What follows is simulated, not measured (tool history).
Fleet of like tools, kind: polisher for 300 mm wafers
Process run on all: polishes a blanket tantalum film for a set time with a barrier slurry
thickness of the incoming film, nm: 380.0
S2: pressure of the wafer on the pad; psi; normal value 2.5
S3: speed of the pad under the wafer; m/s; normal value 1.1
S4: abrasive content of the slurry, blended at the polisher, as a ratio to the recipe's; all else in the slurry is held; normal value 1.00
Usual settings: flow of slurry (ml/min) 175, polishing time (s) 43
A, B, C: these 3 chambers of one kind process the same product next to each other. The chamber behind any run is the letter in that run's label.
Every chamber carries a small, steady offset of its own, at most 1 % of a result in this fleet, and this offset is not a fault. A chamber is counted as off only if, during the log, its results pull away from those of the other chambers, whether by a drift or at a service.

{"run": "1A", "hour": 11.0, "flow of slurry (ml/min)": 175, "S2": 2.5, "S3": 1.1, "S4": 1.0, "polishing time (s)": 43, "film removed (angstrom)": 1046.0}
{"hour": 22.1, "done": "chamber B: worn pad replaced by a new one"}
{"run": "2B", "hour": 22.6, "flow of slurry (ml/min)": 175, "S2": 2.5, "S3": 1.1, "S4": 1.0, "polishing time (s)": 43, "film removed (angstrom)": 1047.8}
{"run": "3C", "hour": 32.8, "flow of slurry (ml/min)": 175, "S2": 2.5, "S3": 1.1, "S4": 1.0, "polishing time (s)": 43, "film removed (angstrom)": 1046.0}
{"run": "4C", "hour": 38.9, "flow of slurry (ml/min)": 175, "S2": 2.5, "S3": 1.1, "S4": 1.0, "polishing time (s)": 43, "film removed (angstrom)": 1040.3}
{"run": "5A", "hour": 50.3, "flow of slurry (ml/min)": 175, "S2": 3.0, "S3": 1.1, "S4": 1.0, "polishing time (s)": 35, "film removed (angstrom)": 1018.8}
{"run": "6B", "hour": 63.0, "flow of slurry (ml/min)": 175, "S2": 3.0, "S3": 1.1, "S4": 1.0, "polishing time (s)": 35, "film removed (angstrom)": 1009.6}
{"hour": 63.7, "done": "chamber A: worn pad replaced by a new one"}
{"run": "7B", "hour": 75.5, "flow of slurry (ml/min)": 175, "S2": 3.0, "S3": 1.1, "S4": 1.0, "polishing time (s)": 35, "film removed (angstrom)": 1007.7}
{"run": "8C", "hour": 85.1, "flow of slurry (ml/min)": 175, "S2": 2.5, "S3": 1.1, "S4": 1.0, "polishing time (s)": 43, "film removed (angstrom)": 1057.8}
{"hour": 93.1, "done": "chamber B: head pressure recalibrated"}
{"run": "9A", "hour": 95.1, "flow of slurry (ml/min)": 175, "S2": 2.5, "S3": 1.1, "S4": 1.0, "polishing time (s)": 43, "film removed (angstrom)": 1063.8}
{"hour": 95.5, "done": "chamber C: worn pad replaced by a new one"}
{"hour": 95.9, "done": "chamber B: worn pad replaced by a new one"}
{"hour": 98.0, "done": "chamber B: slurry blender recalibrated"}
{"run": "10C", "hour": 104.1, "flow of slurry (ml/min)": 175, "S2": 2.5, "S3": 1.1, "S4": 1.0, "polishing time (s)": 43, "film removed (angstrom)": 1052.5}
{"run": "11A", "hour": 114.3, "flow of slurry (ml/min)": 175, "S2": 2.5, "S3": 1.1, "S4": 1.0, "polishing time (s)": 43, "film removed (angstrom)": 1036.8}
{"hour": 119.6, "done": "chamber C: slurry blender recalibrated"}
{"run": "12B", "hour": 125.4, "flow of slurry (ml/min)": 175, "S2": 2.5, "S3": 1.1, "S4": 1.0, "polishing time (s)": 43, "film removed (angstrom)": 967.64}
{"run": "13C", "hour": 134.8, "flow of slurry (ml/min)": 175, "S2": 2.5, "S3": 1.1, "S4": 1.0, "polishing time (s)": 43, "film removed (angstrom)": 1050.9}
{"run": "14A", "hour": 143.6, "flow of slurry (ml/min)": 175, "S2": 2.5, "S3": 1.1, "S4": 1.0, "polishing time (s)": 43, "film removed (angstrom)": 1058.6}
{"run": "15B", "hour": 154.7, "flow of slurry (ml/min)": 175, "S2": 2.5, "S3": 1.1, "S4": 1.0, "polishing time (s)": 43, "film removed (angstrom)": 959.18}
{"hour": 161.9, "done": "chamber B: worn pad replaced by a new one"}
{"run": "16A", "hour": 162.4, "flow of slurry (ml/min)": 175, "S2": 2.5, "S3": 1.1, "S4": 1.0, "polishing time (s)": 43, "film removed (angstrom)": 1033.4}
{"run": "17C", "hour": 170.0, "flow of slurry (ml/min)": 175, "S2": 2.5, "S3": 1.1, "S4": 1.0, "polishing time (s)": 43, "film removed (angstrom)": 1053.1}
{"hour": 173.1, "done": "chamber C: head pressure recalibrated"}
{"hour": 173.9, "done": "chamber A: worn pad replaced by a new one"}
{"run": "18B", "hour": 181.8, "flow of slurry (ml/min)": 175, "S2": 2.5, "S3": 1.1, "S4": 1.0, "polishing time (s)": 43, "film removed (angstrom)": 961.27}
{"run": "19B", "hour": 195.0, "flow of slurry (ml/min)": 175, "S2": 2.5, "S3": 1.1, "S4": 1.0, "polishing time (s)": 43, "film removed (angstrom)": 958.92}
{"run": "20C", "hour": 203.7, "flow of slurry (ml/min)": 175, "S2": 2.5, "S3": 1.1, "S4": 1.0, "polishing time (s)": 43, "film removed (angstrom)": 1045.7}
{"hour": 204.1, "done": "chamber C: worn pad replaced by a new one"}
{"run": "21A", "hour": 211.9, "flow of slurry (ml/min)": 175, "S2": 2.5, "S3": 1.1, "S4": 1.0, "polishing time (s)": 43, "film removed (angstrom)": 1062.9}
{"run": "22B", "hour": 217.8, "flow of slurry (ml/min)": 175, "S2": 2.5, "S3": 1.1, "S4": 1.0, "polishing time (s)": 43, "film removed (angstrom)": 970.17}
{"hour": 227.8, "done": "chamber A: slurry blender recalibrated"}
{"run": "23A", "hour": 230.0, "flow of slurry (ml/min)": 175, "S2": 2.1, "S3": 1.1, "S4": 1.25, "polishing time (s)": 43, "film removed (angstrom)": 931.14}
{"run": "24C", "hour": 236.6, "flow of slurry (ml/min)": 175, "S2": 2.1, "S3": 1.1, "S4": 1.25, "polishing time (s)": 43, "film removed (angstrom)": 924.87}

All chambers now run identical settings, listed one chamber a line with results as question marks. What results will each chamber show?
{"run": "25A", "hour": 246.2, "flow of slurry (ml/min)": 175, "S2": 2.5, "S3": 1.1, "S4": 1.0, "polishing time (s)": 43, "film removed (angstrom)": "?"}
{"run": "25B", "hour": 246.2, "flow of slurry (ml/min)": 175, "S2": 2.5, "S3": 1.1, "S4": 1.0, "polishing time (s)": 43, "film removed (angstrom)": "?"}
{"run": "25C", "hour": 246.2, "flow of slurry (ml/min)": 175, "S2": 2.5, "S3": 1.1, "S4": 1.0, "polishing time (s)": 43, "film removed (angstrom)": "?"}

run=25A film_removed_(angstrom)=1045.90
run=25B film_removed_(angstrom)=964.54
run=25C film_removed_(angstrom)=1055.80
